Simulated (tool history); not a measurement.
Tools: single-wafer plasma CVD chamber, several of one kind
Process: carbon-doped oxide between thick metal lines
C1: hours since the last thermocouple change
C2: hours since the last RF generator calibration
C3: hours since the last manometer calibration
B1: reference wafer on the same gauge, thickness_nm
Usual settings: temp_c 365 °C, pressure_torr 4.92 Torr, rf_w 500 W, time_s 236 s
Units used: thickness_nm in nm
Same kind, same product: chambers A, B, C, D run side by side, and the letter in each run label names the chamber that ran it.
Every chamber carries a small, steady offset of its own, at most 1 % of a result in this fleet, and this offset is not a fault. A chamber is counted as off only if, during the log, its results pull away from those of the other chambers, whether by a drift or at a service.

run 1B hour=9 | temp_c=365 pressure_torr=4.92 rf_w=500 time_s=236 | C1=386.3 C2=1501.3 C3=1708.1 | B1=1339.8 | thickness_nm=1148.2
run 2C hour=18.9 | temp_c=365 pressure_torr=4.92 rf_w=500 time_s=236 | C1=566.5 C2=676.3 C3=1373.4 | B1=1340.7 | thickness_nm=1143
run 3A hour=26.2 | temp_c=365 pressure_torr=4.92 rf_w=500 time_s=236 | C1=1322.5 C2=1425.1 C3=1385.7 | B1=1339.8 | thickness_nm=1133.7
run 4D hour=35 | temp_c=365 pressure_torr=4.92 rf_w=500 time_s=236 | C1=1817.4 C2=565.6 C3=141.3 | B1=1340 | thickness_nm=1141.3
run 5B hour=45.3 | temp_c=365 pressure_torr=4.92 rf_w=500 time_s=236 | C1=422.6 C2=1537.6 C3=1744.4 | B1=1339.5 | thickness_nm=1143.3
run 6C hour=55.9 | temp_c=365 pressure_torr=4.92 rf_w=500 time_s=236 | C1=603.5 C2=713.3 C3=1410.4 | B1=1340.8 | thickness_nm=1146.7
run 7A hour=66.6 | temp_c=365 pressure_torr=4.92 rf_w=500 time_s=236 | C1=1362.9 C2=1465.5 C3=1426.1 | B1=1339.2 | thickness_nm=1141.6
run 8D hour=74.6 | temp_c=365 pressure_torr=4.92 rf_w=500 time_s=236 | C1=1857 C2=605.2 C3=180.9 | B1=1338.7 | thickness_nm=1133.8
run 9C hour=89.4 | temp_c=365 pressure_torr=4.92 rf_w=500 time_s=236 | C1=637 C2=746.8 C3=1443.9 | B1=1339.1 | thickness_nm=1140.2
-- hour=90 chamber A: thermocouple changed; heater temperature recalibrated
run 10A hour=104.7 | temp_c=365 pressure_torr=4.92 rf_w=500 time_s=236 | C1=14.7 C2=1503.6 C3=1464.2 | B1=1339.3 | thickness_nm=1136.8
-- hour=112 chamber D: thermocouple changed; heater temperature recalibrated
run 11B hour=118.5 | temp_c=365 pressure_torr=4.92 rf_w=500 time_s=236 | C1=495.8 C2=1610.8 C3=1817.6 | B1=1338.7 | thickness_nm=1141.7
run 12D hour=128.2 | temp_c=365 pressure_torr=4.92 rf_w=500 time_s=236 | C1=16.3 C2=658.8 C3=234.5 | B1=1339.1 | thickness_nm=1136.9
-- hour=134.9 chamber C: RF generator calibrated
run 13A hour=139.8 | temp_c=365 pressure_torr=4.92 rf_w=500 time_s=236 | C1=49.8 C2=1538.7 C3=1499.3 | B1=1340.5 | thickness_nm=1133.4
run 14D hour=152.9 | temp_c=365 pressure_torr=4.92 rf_w=500 time_s=236 | C1=41 C2=683.5 C3=259.2 | B1=1340.2 | thickness_nm=1134.2
run 15B hour=168.7 | temp_c=365 pressure_torr=4.92 rf_w=500 time_s=236 | C1=546 C2=1661 C3=1867.8 | B1=1340.5 | thickness_nm=1137
run 16C hour=180.8 | temp_c=365 pressure_torr=3.98 rf_w=500 time_s=217 | C1=728.4 C2=45.9 C3=1535.3 | B1=1339.5 | thickness_nm=1011.8
run 17D hour=194.9 | temp_c=365 pressure_torr=3.98 rf_w=500 time_s=217 | C1=83 C2=725.5 C3=301.2 | B1=1340.2 | thickness_nm=998.55
run 18C hour=202.5 | temp_c=365 pressure_torr=3.98 rf_w=500 time_s=217 | C1=750.1 C2=67.6 C3=1557 | B1=1341.3 | thickness_nm=1013.8
run 19A hour=209.9 | temp_c=365 pressure_torr=3.98 rf_w=500 time_s=217 | C1=119.9 C2=1608.8 C3=1569.4 | B1=1339.3 | thickness_nm=1013.3
run 20B hour=225.1 | temp_c=365 pressure_torr=4.92 rf_w=500 time_s=236 | C1=602.4 C2=1717.4 C3=1924.2 | B1=1339.9 | thickness_nm=1130.8
run 21A hour=235.9 | temp_c=365 pressure_torr=4.92 rf_w=500 time_s=236 | C1=145.9 C2=1634.8 C3=1595.4 | B1=1339.2 | thickness_nm=1140.4
run 22D hour=250.8 | temp_c=365 pressure_torr=4.92 rf_w=500 time_s=236 | C1=138.9 C2=781.4 C3=357.1 | B1=1340 | thickness_nm=1128.4
run 23C hour=258.1 | temp_c=365 pressure_torr=4.92 rf_w=500 time_s=236 | C1=805.7 C2=123.2 C3=1612.6 | B1=1338.9 | thickness_nm=1136.7
run 24B hour=273 | temp_c=365 pressure_torr=4.92 rf_w=500 time_s=236 | C1=650.3 C2=1765.3 C3=1972.1 | B1=1340.2 | thickness_nm=1141
run 25C hour=284.7 | temp_c=365 pressure_torr=4.92 rf_w=500 time_s=236 | C1=832.3 C2=149.8 C3=1639.2 | B1=1339.9 | thickness_nm=1133.4
run 26B hour=294.1 | temp_c=365 pressure_torr=4.92 rf_w=500 time_s=236 | C1=671.4 C2=1786.4 C3=1993.2 | B1=1338.5 | thickness_nm=1138.1
run 27A hour=307.6 | temp_c=365 pressure_torr=4.92 rf_w=500 time_s=236 | C1=217.6 C2=1706.5 C3=1667.1 | B1=1341.6 | thickness_nm=1142.1
run 28D hour=318.5 | temp_c=357 pressure_torr=4.92 rf_w=500 time_s=236 | C1=206.6 C2=849.1 C3=424.8 | B1=1340.8 | thickness_nm=1127
run 29D hour=326.7 | temp_c=357 pressure_torr=4.92 rf_w=500 time_s=236 | C1=214.8 C2=857.3 C3=433 | B1=1340.1 | thickness_nm=1131
-- hour=333.5 chamber A: RF generator calibrated
run 30C hour=342.4 | temp_c=357 pressure_torr=4.92 rf_w=500 time_s=236 | C1=890 C2=207.5 C3=1696.9 | B1=1339.6 | thickness_nm=1160.9
-- hour=344.9 chamber C: thermocouple changed; heater temperature recalibrated
-- hour=351.1 chamber C: capacitance manometer re-zeroed and calibrated
run 31B hour=354.3 | temp_c=357 pressure_torr=4.92 rf_w=500 time_s=236 | C1=731.6 C2=1846.6 C3=2053.4 | B1=1340.4 | thickness_nm=1151.7
run 32A hour=366 | temp_c=365 pressure_torr=4.92 rf_w=500 time_s=236 | C1=276 C2=32.5 C3=1725.5 | B1=1340.7 | thickness_nm=1143.8
run 33C hour=380.3 | temp_c=365 pressure_torr=4.92 rf_w=500 time_s=236 | C1=35.4 C2=245.4 C3=29.2 | B1=1338.4 | thickness_nm=1140.6
run 34B hour=392.5 | temp_c=365 pressure_torr=3.77 rf_w=590 time_s=236 | C1=769.8 C2=1884.8 C3=2091.6 | B1=1339.4 | thickness_nm=1203.1
run 35A hour=406.1 | temp_c=365 pressure_torr=3.77 rf_w=590 time_s=236 | C1=316.1 C2=72.6 C3=1765.6 | B1=1341.8 | thickness_nm=1214
run 36D hour=419.6 | temp_c=365 pressure_torr=3.77 rf_w=590 time_s=236 | C1=307.7 C2=950.2 C3=525.9 | B1=1340.7 | thickness_nm=1173.3
run 37C hour=433.8 | temp_c=365 pressure_torr=3.77 rf_w=590 time_s=236 | C1=88.9 C2=298.9 C3=82.7 | B1=1339.3 | thickness_nm=1200.3
run 38B hour=448.3 | temp_c=365 pressure_torr=4.92 rf_w=500 time_s=236 | C1=825.6 C2=1940.6 C3=2147.4 | B1=1341.7 | thickness_nm=1136.6
run 39D hour=460.9 | temp_c=365 pressure_torr=4.92 rf_w=500 time_s=236 | C1=349 C2=991.5 C3=567.2 | B1=1339 | thickness_nm=1092.4
run 40A hour=475.5 | temp_c=365 pressure_torr=4.92 rf_w=500 time_s=236 | C1=385.5 C2=142 C3=1835 | B1=1340.3 | thickness_nm=1145
run 41A hour=484.3 | temp_c=365 pressure_torr=4.92 rf_w=500 time_s=236 | C1=394.3 C2=150.8 C3=1843.8 | B1=1338.5 | thickness_nm=1139
run 42C hour=500.2 | temp_c=365 pressure_torr=4.92 rf_w=500 time_s=236 | C1=155.3 C2=365.3 C3=149.1 | B1=1339.3 | thickness_nm=1136.3
-- hour=506.5 chamber B: capacitance manometer re-zeroed and calibrated
run 43D hour=508.3 | temp_c=365 pressure_torr=4.92 rf_w=500 time_s=236 | C1=396.4 C2=1038.9 C3=614.6 | B1=1338.9 | thickness_nm=1086.9
run 44B hour=517.7 | temp_c=365 pressure_torr=4.92 rf_w=500 time_s=236 | C1=895 C2=2010 C3=11.3 | B1=1340.7 | thickness_nm=1131.6

Predict what each chamber gives when all 4 of them run the settings below next.
run 45A hour=529.2 | temp_c=365 pressure_torr=4.92 rf_w=565 time_s=236 | thickness_nm=?
run 45B hour=529.2 | temp_c=365 pressure_torr=4.92 rf_w=565 time_s=236 | thickness_nm=?
run 45C hour=529.2 | temp_c=365 pressure_torr=4.92 rf_w=565 time_s=236 | thickness_nm=?
run 45D hour=529.2 | temp_c=365 pressure_torr=4.92 rf_w=565 time_s=236 | thickness_nm=?

run=45A thickness_nm=1229.8
run=45B thickness_nm=1226.2
run=45C thickness_nm=1222.6
run=45D thickness_nm=1165.4
